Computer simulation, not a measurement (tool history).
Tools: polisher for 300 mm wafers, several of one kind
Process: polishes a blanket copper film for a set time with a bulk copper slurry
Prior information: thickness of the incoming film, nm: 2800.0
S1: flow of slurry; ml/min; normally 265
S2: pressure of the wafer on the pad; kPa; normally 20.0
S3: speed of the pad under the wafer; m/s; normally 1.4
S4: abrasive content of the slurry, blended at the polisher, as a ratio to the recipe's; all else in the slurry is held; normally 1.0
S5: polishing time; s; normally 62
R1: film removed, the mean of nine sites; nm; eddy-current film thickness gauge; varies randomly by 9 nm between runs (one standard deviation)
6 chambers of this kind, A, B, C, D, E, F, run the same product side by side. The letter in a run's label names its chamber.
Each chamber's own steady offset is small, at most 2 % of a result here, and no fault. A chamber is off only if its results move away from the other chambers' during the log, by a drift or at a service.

| run | day | S1 | S2 | S3 | S4 | S5 | R1 |
|---|---|---|---|---|---|---|---|
|  | 0.146 | chamber A: worn pad replaced by a new one |
| 1F | 0.246 | 265 | 20.0 | 1.4 | 1.0 | 62 | 790.55 |
| 2A | 0.529 | 265 | 20.0 | 1.4 | 1.0 | 62 | 767.61 |
| 3E | 0.775 | 265 | 20.0 | 1.4 | 1.0 | 62 | 761.21 |
| 4D | 1.054 | 265 | 20.0 | 1.4 | 1.0 | 62 | 760.39 |
|  | 1.108 | chamber D: worn pad replaced by a new one |
| 5B | 1.412 | 265 | 22.8 | 1.4 | 1.0 | 80 | 1125.20 |
| 6C | 1.792 | 265 | 22.8 | 1.4 | 1.0 | 80 | 1126.60 |
| 7D | 2.075 | 265 | 22.8 | 1.4 | 1.0 | 80 | 1092.50 |
| 8B | 2.367 | 265 | 22.8 | 1.4 | 1.0 | 80 | 1127.00 |
|  | 2.512 | chamber C: head pressure recalibrated |
|  | 2.562 | chamber E: slurry nozzle cleaned |
| 9A | 2.721 | 265 | 22.8 | 1.4 | 1.0 | 80 | 1107.40 |
| 10F | 3.071 | 265 | 22.8 | 1.4 | 1.0 | 80 | 1130.70 |
|  | 3.312 | chamber B: head pressure recalibrated |
| 11E | 3.433 | 265 | 20.0 | 1.4 | 1.0 | 62 | 776.23 |
|  | 3.600 | chamber F: worn pad replaced by a new one |
|  | 3.733 | chamber E: worn pad replaced by a new one |
| 12C | 3.792 | 265 | 20.0 | 1.4 | 1.0 | 62 | 755.83 |
|  | 3.846 | chamber B: worn pad replaced by a new one |
|  | 3.958 | chamber A: slurry nozzle cleaned |
| 13E | 4.008 | 265 | 20.0 | 1.4 | 1.0 | 62 | 756.29 |
| 14A | 4.192 | 265 | 20.0 | 1.4 | 1.0 | 62 | 754.69 |
|  | 4.233 | chamber D: worn pad replaced by a new one |
| 15B | 4.450 | 265 | 20.0 | 1.4 | 1.0 | 62 | 742.37 |
| 16C | 4.712 | 265 | 20.0 | 1.4 | 1.0 | 84 | 1028.10 |
|  | 4.846 | chamber C: slurry blender recalibrated |
|  | 4.921 | chamber E: slurry blender recalibrated |
| 17D | 5.008 | 265 | 20.0 | 1.4 | 1.0 | 84 | 1023.70 |
| 18F | 5.192 | 265 | 20.0 | 1.4 | 1.0 | 84 | 1058.30 |
| 19A | 5.596 | 265 | 20.0 | 1.4 | 1.0 | 84 | 1044.80 |
| 20C | 5.979 | 265 | 20.0 | 1.4 | 1.0 | 84 | 1052.70 |
| 21D | 6.329 | 265 | 20.0 | 1.4 | 1.0 | 84 | 1025.30 |
| 22E | 6.633 | 265 | 20.0 | 1.4 | 1.0 | 62 | 767.70 |
|  | 6.838 | chamber A: worn pad replaced by a new one |
|  | 6.867 | chamber B: slurry blender recalibrated |
| 23F | 6.983 | 265 | 20.0 | 1.4 | 1.0 | 62 | 787.04 |
| 24B | 7.204 | 265 | 20.0 | 1.4 | 1.0 | 62 | 755.95 |
|  | 7.300 | chamber D: slurry nozzle cleaned |
|  | 7.325 | chamber D: slurry blender recalibrated |
| 25D | 7.617 | 265 | 20.0 | 1.4 | 1.0 | 62 | 744.36 |
|  | 7.912 | chamber C: slurry nozzle cleaned |
|  | 7.992 | chamber D: worn pad replaced by a new one |
| 26C | 8.033 | 265 | 20.0 | 1.4 | 1.0 | 62 | 749.15 |
|  | 8.288 | chamber F: worn pad replaced by a new one |
| 27E | 8.408 | 265 | 20.0 | 1.4 | 1.0 | 62 | 774.45 |
|  | 8.621 | chamber B: worn pad replaced by a new one |
| 28F | 8.825 | 265 | 20.0 | 1.4 | 1.0 | 62 | 755.09 |
|  | 8.888 | chamber A: slurry blender recalibrated |
| 29A | 9.088 | 265 | 20.0 | 1.4 | 1.0 | 62 | 745.26 |
| 30B | 9.429 | 215 | 20.0 | 1.4 | 1.0 | 50 | 608.37 |
| 31E | 9.738 | 215 | 20.0 | 1.4 | 1.0 | 50 | 609.46 |
| 32C | 10.062 | 215 | 20.0 | 1.4 | 1.0 | 50 | 587.17 |
|  | 10.362 | chamber E: worn pad replaced by a new one |
| 33D | 10.471 | 215 | 20.0 | 1.4 | 1.0 | 50 | 610.66 |
| 34B | 10.667 | 215 | 20.0 | 1.4 | 1.0 | 50 | 605.76 |
|  | 11.017 | chamber D: worn pad replaced by a new one |
| 35F | 11.042 | 215 | 20.0 | 1.4 | 1.0 | 50 | 614.82 |
| 36A | 11.450 | 265 | 20.0 | 1.4 | 1.0 | 62 | 751.71 |
| 37A | 11.829 | 265 | 20.0 | 1.4 | 1.0 | 62 | 745.50 |
| 38C | 12.046 | 265 | 20.0 | 1.4 | 1.0 | 62 | 698.86 |
| 39E | 12.250 | 265 | 20.0 | 1.4 | 1.0 | 62 | 763.11 |
| 40F | 12.608 | 265 | 20.0 | 1.4 | 1.0 | 62 | 794.60 |
|  | 12.679 | chamber B: worn pad replaced by a new one |
| 41D | 12.846 | 265 | 20.0 | 1.4 | 1.0 | 62 | 759.06 |
| 42B | 13.083 | 265 | 20.0 | 1.4 | 1.0 | 62 | 763.47 |
|  | 13.100 | chamber A: worn pad replaced by a new one |
| 43A | 13.488 | 265 | 20.0 | 1.4 | 1.0 | 62 | 742.90 |
| 44B | 13.679 | 265 | 20.0 | 1.4 | 1.0 | 62 | 761.13 |

Does one chamber stand apart from the rest, does the shared gauge drift, or is all well apart from small per-chamber offsets? Give the chamber and the most likely cause, where there is one.

It is chamber C that slowly wanders off from its peers.
What lies behind it: removal rate lost through wear of the pad, % = 11.2.
The log may not separate it from: head's pressure below its setpoint, %.

Chamber C could run next with any of the 4 candidate recipes listed below; each alters the usual settings, and their results appear as question marks. Which one brings its results back in line with what the other chambers deliver on the usual settings?
In line here means within this much of the mean the other chambers give on the usual settings: R1 32.00 nm
| 45C-1 | 13.979 | 270 | 20.0 | 1.40 | 1.0 | 78 | ? |
| 45C-2 | 13.979 | 265 | 21.4 | 1.48 | 1.0 | 62 | ? |
| 45C-3 | 13.979 | 260 | 15.9 | 1.40 | 1.0 | 62 | ? |
| 45C-4 | 13.979 | 265 | 19.3 | 1.34 | 1.0 | 60 | ? |

What the other chambers average on the usual settings: R1 764.89 nm
| run | R1 |
|---|---|
| 45C-1 | 863.72 |
| 45C-2 | 773.67 |
| 45C-3 | 544.28 |
| 45C-4 | 613.16 |
45C-2 puts the chamber back in line with the other chambers.
